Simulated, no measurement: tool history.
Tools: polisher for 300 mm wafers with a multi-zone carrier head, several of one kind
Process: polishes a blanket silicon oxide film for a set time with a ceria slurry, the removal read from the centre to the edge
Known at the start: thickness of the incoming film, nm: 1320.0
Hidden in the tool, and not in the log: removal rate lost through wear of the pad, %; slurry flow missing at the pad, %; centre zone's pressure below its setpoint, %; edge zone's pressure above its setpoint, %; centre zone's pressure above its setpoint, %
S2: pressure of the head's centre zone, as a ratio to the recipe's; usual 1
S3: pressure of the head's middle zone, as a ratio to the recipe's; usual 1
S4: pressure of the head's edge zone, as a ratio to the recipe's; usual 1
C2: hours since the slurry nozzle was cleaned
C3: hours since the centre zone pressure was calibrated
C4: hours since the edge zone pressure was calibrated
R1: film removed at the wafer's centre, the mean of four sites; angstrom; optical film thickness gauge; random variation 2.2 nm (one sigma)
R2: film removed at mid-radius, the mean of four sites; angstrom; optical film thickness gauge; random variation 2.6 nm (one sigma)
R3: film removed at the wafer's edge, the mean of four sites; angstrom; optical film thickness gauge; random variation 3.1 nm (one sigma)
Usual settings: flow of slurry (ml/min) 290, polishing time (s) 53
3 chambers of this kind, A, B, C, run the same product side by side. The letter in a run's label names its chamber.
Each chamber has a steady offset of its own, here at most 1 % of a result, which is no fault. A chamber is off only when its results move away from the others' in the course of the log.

Run 1B, hour 7.6: usual settings; wafers polished on this pad 69; C2 505.6; C3 377.4; C4 241.7. Result: R1 2441.5 angstrom, R2 2430.7 angstrom, R3 2406.3 angstrom.
Run 2A, hour 21.8: usual settings; wafers polished on this pad 510; C2 365.6; C3 404.8; C4 305.4. Result: R1 2440.2 angstrom, R2 2406.2 angstrom, R3 2424.8 angstrom.
Run 3C, hour 36.4: usual settings; wafers polished on this pad 916; C2 596.6; C3 216.5; C4 793.7. Result: R1 2391 angstrom, R2 2451.9 angstrom, R3 2333.4 angstrom.
Run 4B, hour 49.5: usual settings; wafers polished on this pad 399; C2 547.5; C3 419.3; C4 283.6. Result: R1 2389.3 angstrom, R2 2441.8 angstrom, R3 2394.6 angstrom.
At hour 55.3: chamber C: worn pad replaced by a new one.
Run 5C, hour 64.3: usual settings but S3 0.94; wafers polished on this pad 71; C2 624.5; C3 244.4; C4 821.6. Result: R1 2387.8 angstrom, R2 2229.6 angstrom, R3 2389.6 angstrom.
Run 6A, hour 75.5: usual settings but S3 0.94; wafers polished on this pad 934; C2 419.3; C3 458.5; C4 359.1. Result: R1 2410 angstrom, R2 2308.6 angstrom, R3 2429 angstrom.
At hour 83.4: chamber A: worn pad replaced by a new one.
Run 7C, hour 88.5: usual settings but S3 0.94; wafers polished on this pad 262; C2 648.7; C3 268.6; C4 845.8. Result: R1 2409.3 angstrom, R2 2230.3 angstrom, R3 2431.8 angstrom.
At hour 89.6: chamber C: slurry nozzle cleaned.
Run 8B, hour 98.4: usual settings; wafers polished on this pad 785; C2 596.4; C3 468.2; C4 332.5. Result: R1 2443.9 angstrom, R2 2411.5 angstrom, R3 2390.9 angstrom.
At hour 104.5: chamber B: centre zone pressure recalibrated.
Run 9A, hour 106.5: usual settings; wafers polished on this pad 182; C2 450.3; C3 489.5; C4 390.1. Result: R1 2367.9 angstrom, R2 2472.1 angstrom, R3 2458.4 angstrom.
Run 10B, hour 114.6: usual settings; wafers polished on this pad 913; C2 612.6; C3 10.1; C4 348.7. Result: R1 2130 angstrom, R2 2378.6 angstrom, R3 2440.4 angstrom.
Run 11A, hour 123.5: usual settings; wafers polished on this pad 316; C2 467.3; C3 506.5; C4 407.1. Result: R1 2436.2 angstrom, R2 2446.1 angstrom, R3 2451.1 angstrom.
Run 12C, hour 134.8: usual settings; wafers polished on this pad 627; C2 45.3; C3 314.9; C4 892.1. Result: R1 2403.8 angstrom, R2 2426.6 angstrom, R3 2462.7 angstrom.
At hour 142.5: chamber B: worn pad replaced by a new one.
Run 13C, hour 145.5: usual settings; wafers polished on this pad 711; C2 56; C3 325.6; C4 902.8. Result: R1 2379.4 angstrom, R2 2403.4 angstrom, R3 2405.8 angstrom.
Run 14B, hour 158.1: usual settings; wafers polished on this pad 123; C2 656.1; C3 53.6; C4 392.2. Result: R1 2180.5 angstrom, R2 2440.9 angstrom, R3 2432.8 angstrom.
Run 15A, hour 165.8: usual settings; wafers polished on this pad 650; C2 509.6; C3 548.8; C4 449.4. Result: R1 2403.6 angstrom, R2 2401 angstrom, R3 2413.2 angstrom.
At hour 175.8: chamber B: slurry nozzle cleaned.
Run 16B, hour 179.3: usual settings but S2 1.11; wafers polished on this pad 290; C2 3.6; C3 74.8; C4 413.4. Result: R1 2440.5 angstrom, R2 2415.7 angstrom, R3 2393.4 angstrom.
Run 17A, hour 190.4: usual settings but S2 1.11; wafers polished on this pad 844; C2 534.2; C3 573.4; C4 474. Result: R1 2671.9 angstrom, R2 2434.2 angstrom, R3 2394.9 angstrom.
At hour 197.7: chamber C: worn pad replaced by a new one.
Run 18C, hour 204.6: usual settings but S2 1.11; wafers polished on this pad 54; C2 115.1; C3 384.7; C4 961.9. Result: R1 2695.3 angstrom, R2 2417.1 angstrom, R3 2388.7 angstrom.
Run 19C, hour 218.8: usual settings; wafers polished on this pad 167; C2 129.3; C3 398.9; C4 976.1. Result: R1 2426 angstrom, R2 2387.4 angstrom, R3 2358.1 angstrom.
At hour 221.7: chamber A: worn pad replaced by a new one.
Run 20A, hour 229.5: usual settings; wafers polished on this pad 61; C2 573.3; C3 612.5; C4 513.1. Result: R1 2383.6 angstrom, R2 2386 angstrom, R3 2487.1 angstrom.
Run 21B, hour 244.5: usual settings; wafers polished on this pad 805; C2 68.8; C3 140; C4 478.6. Result: R1 2144.5 angstrom, R2 2367.8 angstrom, R3 2400.6 angstrom.
Run 22C, hour 256.4: usual settings; wafers polished on this pad 463; C2 166.9; C3 436.5; C4 1013.7. Result: R1 2457.2 angstrom, R2 2413.6 angstrom, R3 2359.3 angstrom.
Run 23B, hour 270.9: usual settings; wafers polished on this pad 1013; C2 95.2; C3 166.4; C4 505. Result: R1 2124.3 angstrom, R2 2385.3 angstrom, R3 2429.5 angstrom.
Run 24A, hour 281.2: usual settings but S3 0.92, polishing time (s) 68; wafers polished on this pad 469; C2 625; C3 664.2; C4 564.8. Result: R1 3050.2 angstrom, R2 2859.7 angstrom, R3 3126.1 angstrom.
At hour 289.1: chamber B: worn pad replaced by a new one.
Run 25A, hour 291.6: usual settings but S3 0.92, polishing time (s) 68; wafers polished on this pad 551; C2 635.4; C3 674.6; C4 575.2. Result: R1 3084.9 angstrom, R2 2848 angstrom, R3 3042.7 angstrom.
Run 26B, hour 301.4: usual settings but S3 0.92, polishing time (s) 68; wafers polished on this pad 97; C2 125.7; C3 196.9; C4 535.5. Result: R1 2736.5 angstrom, R2 2842.8 angstrom, R3 3081 angstrom.
Run 27C, hour 308.3: usual settings; wafers polished on this pad 873; C2 218.8; C3 488.4; C4 1065.6. Result: R1 2420.4 angstrom, R2 2416 angstrom, R3 2374.1 angstrom.
Run 28C, hour 315: usual settings but S4 0.95; wafers polished on this pad 926; C2 225.5; C3 495.1; C4 1072.3. Result: R1 2448.2 angstrom, R2 2430.1 angstrom, R3 2356.2 angstrom.
Run 29A, hour 326.8: usual settings but S4 0.95; wafers polished on this pad 829; C2 670.6; C3 709.8; C4 610.4. Result: R1 2398.8 angstrom, R2 2411.7 angstrom, R3 2379.8 angstrom.

Is one chamber off against the others, does the gauge drift, or is nothing wrong? If a chamber is off, say which, and what the likeliest cause is.

A service left chamber B off against the others.
Cause: centre zone's pressure below its setpoint, % = 10.4.

Here are 4 candidates for chamber B's next run, each the usual settings with a change, their results left as question marks. Which one brings its results back in line with what the others give on the usual settings?
In line means no further than this from the other chambers' mean on the usual settings: R1 77 angstrom; R2 92 angstrom; R3 110 angstrom
Run 30B-1, hour 337.7: usual settings but flow of slurry (ml/min) 295, S2 1.08, S3 0.98, S4 0.97, polishing time (s) 54. Result: R1 ?, R2 ?, R3 ?.
Run 30B-2, hour 337.7: usual settings but S2 1.04, S3 0.99, S4 0.99. Result: R1 ?, R2 ?, R3 ?.
Run 30B-3, hour 337.7: usual settings but flow of slurry (ml/min) 285, S2 0.92, S3 1.02, S4 1.03, polishing time (s) 52. Result: R1 ?, R2 ?, R3 ?.
Run 30B-4, hour 337.7: usual settings but S2 0.96, S3 1.01, S4 1.01. Result: R1 ?, R2 ?, R3 ?.

The other chambers' mean on the usual settings: R1 2404.1 angstrom; R2 2413.9 angstrom; R3 2414.4 angstrom
  run      R1      R2      R3
30B-1  2384.8  2423.4  2434.5
30B-2  2241.8    2397  2411.3
30B-3  1917.7  2414.1  2411.1
30B-4  2052.9  2442.2  2435.9
30B-1 brings the chamber back in line.
